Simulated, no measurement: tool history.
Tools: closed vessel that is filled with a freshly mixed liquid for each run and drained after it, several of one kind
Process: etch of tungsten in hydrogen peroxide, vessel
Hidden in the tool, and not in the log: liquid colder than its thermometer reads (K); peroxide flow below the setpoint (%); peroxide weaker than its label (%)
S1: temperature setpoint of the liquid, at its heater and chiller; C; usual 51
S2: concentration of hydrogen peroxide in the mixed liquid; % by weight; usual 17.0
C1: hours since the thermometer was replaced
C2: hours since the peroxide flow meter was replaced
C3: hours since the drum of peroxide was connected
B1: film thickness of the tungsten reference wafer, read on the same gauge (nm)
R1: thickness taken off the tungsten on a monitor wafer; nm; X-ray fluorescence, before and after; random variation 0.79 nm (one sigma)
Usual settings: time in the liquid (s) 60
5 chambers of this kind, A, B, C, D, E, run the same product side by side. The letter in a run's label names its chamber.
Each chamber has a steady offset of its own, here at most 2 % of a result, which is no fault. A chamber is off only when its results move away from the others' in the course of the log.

{"run": "1C", "hour": 6.2, "S1": 51, "S2": 17.0, "time in the liquid (s)": 60, "C1": 1322.1, "C2": 1518.0, "C3": 329.1, "B1": 130.01, "R1": 95.537}
{"run": "2E", "hour": 12.2, "S1": 51, "S2": 17.0, "time in the liquid (s)": 60, "C1": 857.3, "C2": 348.2, "C3": 434.0, "B1": 130.0, "R1": 95.473}
{"run": "3B", "hour": 15.2, "S1": 51, "S2": 17.0, "time in the liquid (s)": 60, "C1": 303.6, "C2": 1012.9, "C3": 187.5, "B1": 130.01, "R1": 93.141}
{"run": "4A", "hour": 21.8, "S1": 51, "S2": 17.0, "time in the liquid (s)": 60, "C1": 862.1, "C2": 556.3, "C3": 1009.3, "B1": 130.0, "R1": 95.081}
{"run": "5D", "hour": 25.2, "S1": 51, "S2": 17.0, "time in the liquid (s)": 60, "C1": 2062.2, "C2": 426.5, "C3": 238.3, "B1": 130.0, "R1": 93.629}
{"run": "6C", "hour": 32.1, "S1": 51, "S2": 17.0, "time in the liquid (s)": 60, "C1": 1348.0, "C2": 1543.9, "C3": 355.0, "B1": 130.0, "R1": 94.203}
{"run": "7A", "hour": 35.2, "S1": 51, "S2": 17.0, "time in the liquid (s)": 60, "C1": 875.5, "C2": 569.7, "C3": 1022.7, "B1": 130.02, "R1": 96.136}
{"run": "8D", "hour": 38.5, "S1": 51, "S2": 17.0, "time in the liquid (s)": 60, "C1": 2075.5, "C2": 439.8, "C3": 251.6, "B1": 129.99, "R1": 95.71}
{"run": "9E", "hour": 41.9, "S1": 51, "S2": 17.0, "time in the liquid (s)": 80, "C1": 887.0, "C2": 377.9, "C3": 463.7, "B1": 130.02, "R1": 125.04}
{"run": "10B", "hour": 45.0, "S1": 51, "S2": 17.0, "time in the liquid (s)": 80, "C1": 333.4, "C2": 1042.7, "C3": 217.3, "B1": 129.98, "R1": 124.02}
{"run": "11C", "hour": 51.4, "S1": 51, "S2": 17.0, "time in the liquid (s)": 80, "C1": 1367.3, "C2": 1563.2, "C3": 374.3, "B1": 130.0, "R1": 124.8}
{"run": "12A", "hour": 58.4, "S1": 51, "S2": 17.0, "time in the liquid (s)": 80, "C1": 898.7, "C2": 592.9, "C3": 1045.9, "B1": 130.0, "R1": 127.33}
{"hour": 58.7, "done": "chamber A: new drum of peroxide connected"}
{"run": "13D", "hour": 65.0, "S1": 51, "S2": 17.0, "time in the liquid (s)": 80, "C1": 2102.0, "C2": 466.3, "C3": 278.1, "B1": 130.0, "R1": 126.11}
{"hour": 65.2, "done": "chamber E: new drum of peroxide connected"}
{"run": "14E", "hour": 69.9, "S1": 51, "S2": 17.0, "time in the liquid (s)": 60, "C1": 915.0, "C2": 405.9, "C3": 4.8, "B1": 130.0, "R1": 94.48}
{"run": "15B", "hour": 76.8, "S1": 51, "S2": 17.0, "time in the liquid (s)": 60, "C1": 365.2, "C2": 1074.5, "C3": 249.1, "B1": 130.0, "R1": 94.903}
{"run": "16C", "hour": 83.1, "S1": 51, "S2": 17.0, "time in the liquid (s)": 60, "C1": 1399.0, "C2": 1594.9, "C3": 406.0, "B1": 129.99, "R1": 96.318}
{"run": "17B", "hour": 89.3, "S1": 51, "S2": 17.0, "time in the liquid (s)": 60, "C1": 377.7, "C2": 1087.0, "C3": 261.6, "B1": 130.02, "R1": 93.665}
{"run": "18E", "hour": 94.7, "S1": 51, "S2": 17.0, "time in the liquid (s)": 60, "C1": 939.8, "C2": 430.7, "C3": 29.6, "B1": 130.01, "R1": 93.92}
{"run": "19D", "hour": 100.6, "S1": 51, "S2": 17.0, "time in the liquid (s)": 60, "C1": 2137.6, "C2": 501.9, "C3": 313.7, "B1": 129.99, "R1": 95.088}
{"run": "20A", "hour": 104.3, "S1": 51, "S2": 17.0, "time in the liquid (s)": 60, "C1": 944.6, "C2": 638.8, "C3": 45.6, "B1": 129.99, "R1": 93.901}
{"run": "21A", "hour": 109.5, "S1": 51, "S2": 17.0, "time in the liquid (s)": 60, "C1": 949.8, "C2": 644.0, "C3": 50.8, "B1": 130.01, "R1": 94.268}
{"run": "22D", "hour": 116.4, "S1": 51, "S2": 17.0, "time in the liquid (s)": 60, "C1": 2153.4, "C2": 517.7, "C3": 329.5, "B1": 129.99, "R1": 94.238}
{"run": "23E", "hour": 122.0, "S1": 51, "S2": 17.0, "time in the liquid (s)": 60, "C1": 967.1, "C2": 458.0, "C3": 56.9, "B1": 130.01, "R1": 94.001}
{"run": "24B", "hour": 127.4, "S1": 61, "S2": 20.5, "time in the liquid (s)": 60, "C1": 415.8, "C2": 1125.1, "C3": 299.7, "B1": 129.99, "R1": 186.91}
{"run": "25C", "hour": 130.7, "S1": 61, "S2": 20.5, "time in the liquid (s)": 60, "C1": 1446.6, "C2": 1642.5, "C3": 453.6, "B1": 129.99, "R1": 188.77}
{"run": "26B", "hour": 137.5, "S1": 61, "S2": 20.5, "time in the liquid (s)": 60, "C1": 425.9, "C2": 1135.2, "C3": 309.8, "B1": 130.02, "R1": 184.76}
{"run": "27C", "hour": 141.6, "S1": 61, "S2": 20.5, "time in the liquid (s)": 60, "C1": 1457.5, "C2": 1653.4, "C3": 464.5, "B1": 130.0, "R1": 192.02}
{"run": "28E", "hour": 145.1, "S1": 61, "S2": 20.5, "time in the liquid (s)": 60, "C1": 990.2, "C2": 481.1, "C3": 80.0, "B1": 129.99, "R1": 187.31}
{"run": "29D", "hour": 151.1, "S1": 51, "S2": 17.0, "time in the liquid (s)": 60, "C1": 2188.1, "C2": 552.4, "C3": 364.2, "B1": 129.98, "R1": 94.33}
{"run": "30A", "hour": 155.5, "S1": 51, "S2": 17.0, "time in the liquid (s)": 60, "C1": 995.8, "C2": 690.0, "C3": 96.8, "B1": 130.0, "R1": 90.058}
{"hour": 160.8, "done": "chamber D: thermometer replaced"}
{"run": "31B", "hour": 162.1, "S1": 51, "S2": 17.0, "time in the liquid (s)": 60, "C1": 450.5, "C2": 1159.8, "C3": 334.4, "B1": 130.02, "R1": 92.344}
{"run": "32E", "hour": 167.7, "S1": 51, "S2": 17.0, "time in the liquid (s)": 60, "C1": 1012.8, "C2": 503.7, "C3": 102.6, "B1": 130.01, "R1": 93.096}
{"run": "33A", "hour": 172.3, "S1": 51, "S2": 17.0, "time in the liquid (s)": 60, "C1": 1012.6, "C2": 706.8, "C3": 113.6, "B1": 129.98, "R1": 88.635}
{"run": "34C", "hour": 177.7, "S1": 51, "S2": 17.0, "time in the liquid (s)": 60, "C1": 1493.6, "C2": 1689.5, "C3": 500.6, "B1": 130.0, "R1": 95.254}
{"run": "35D", "hour": 183.5, "S1": 51, "S2": 17.0, "time in the liquid (s)": 60, "C1": 22.8, "C2": 584.8, "C3": 396.6, "B1": 130.0, "R1": 94.732}
{"run": "36D", "hour": 189.3, "S1": 51, "S2": 17.0, "time in the liquid (s)": 60, "C1": 28.6, "C2": 590.6, "C3": 402.4, "B1": 129.99, "R1": 94.784}
{"run": "37E", "hour": 193.2, "S1": 51, "S2": 17.0, "time in the liquid (s)": 60, "C1": 1038.3, "C2": 529.2, "C3": 128.1, "B1": 130.0, "R1": 94.0}
{"run": "38B", "hour": 199.9, "S1": 51, "S2": 17.0, "time in the liquid (s)": 60, "C1": 488.3, "C2": 1197.6, "C3": 372.2, "B1": 130.01, "R1": 93.616}
{"run": "39C", "hour": 202.9, "S1": 51, "S2": 17.0, "time in the liquid (s)": 70, "C1": 1518.8, "C2": 1714.7, "C3": 525.8, "B1": 130.0, "R1": 109.89}
{"run": "40A", "hour": 206.2, "S1": 51, "S2": 17.0, "time in the liquid (s)": 70, "C1": 1046.5, "C2": 740.7, "C3": 147.5, "B1": 130.01, "R1": 100.46}
{"run": "41A", "hour": 213.1, "S1": 51, "S2": 17.0, "time in the liquid (s)": 70, "C1": 1053.4, "C2": 747.6, "C3": 154.4, "B1": 130.0, "R1": 101.19}
{"run": "42D", "hour": 219.0, "S1": 51, "S2": 17.0, "time in the liquid (s)": 70, "C1": 58.3, "C2": 620.3, "C3": 432.1, "B1": 130.03, "R1": 110.61}
{"run": "43B", "hour": 222.7, "S1": 51, "S2": 17.0, "time in the liquid (s)": 70, "C1": 511.1, "C2": 1220.4, "C3": 395.0, "B1": 129.99, "R1": 109.85}
{"run": "44E", "hour": 225.9, "S1": 51, "S2": 17.0, "time in the liquid (s)": 60, "C1": 1071.0, "C2": 561.9, "C3": 160.8, "B1": 130.0, "R1": 93.264}

Is one chamber off against the others, does the gauge drift, or is nothing wrong? If a chamber is off, say which, and what the likeliest cause is.

Chamber A drifts away from the others.
Cause: liquid colder than its thermometer reads (K) = 1.88.

Here are 4 candidates for chamber A's next run, each the usual settings with a change, their results left as question marks. Which one brings its results back in line with what the others give on the usual settings?
In line means no further than this from the other chambers' mean on the usual settings: R1 2.700 nm
{"run": "45A-1", "hour": 230.9, "S1": 51.0, "S2": 13.5, "time in the liquid (s)": 60, "R1": "?"}
{"run": "45A-2", "hour": 230.9, "S1": 49.5, "S2": 17.0, "time in the liquid (s)": 55, "R1": "?"}
{"run": "45A-3", "hour": 230.9, "S1": 51.0, "S2": 21.0, "time in the liquid (s)": 60, "R1": "?"}
{"run": "45A-4", "hour": 230.9, "S1": 54.0, "S2": 17.0, "time in the liquid (s)": 60, "R1": "?"}

The other chambers' mean on the usual settings: R1 94.249 nm
run=45A-1 R1=75.797
run=45A-2 R1=70.891
run=45A-3 R1=94.219
run=45A-4 R1=102.030
45A-3 brings the chamber back in line.
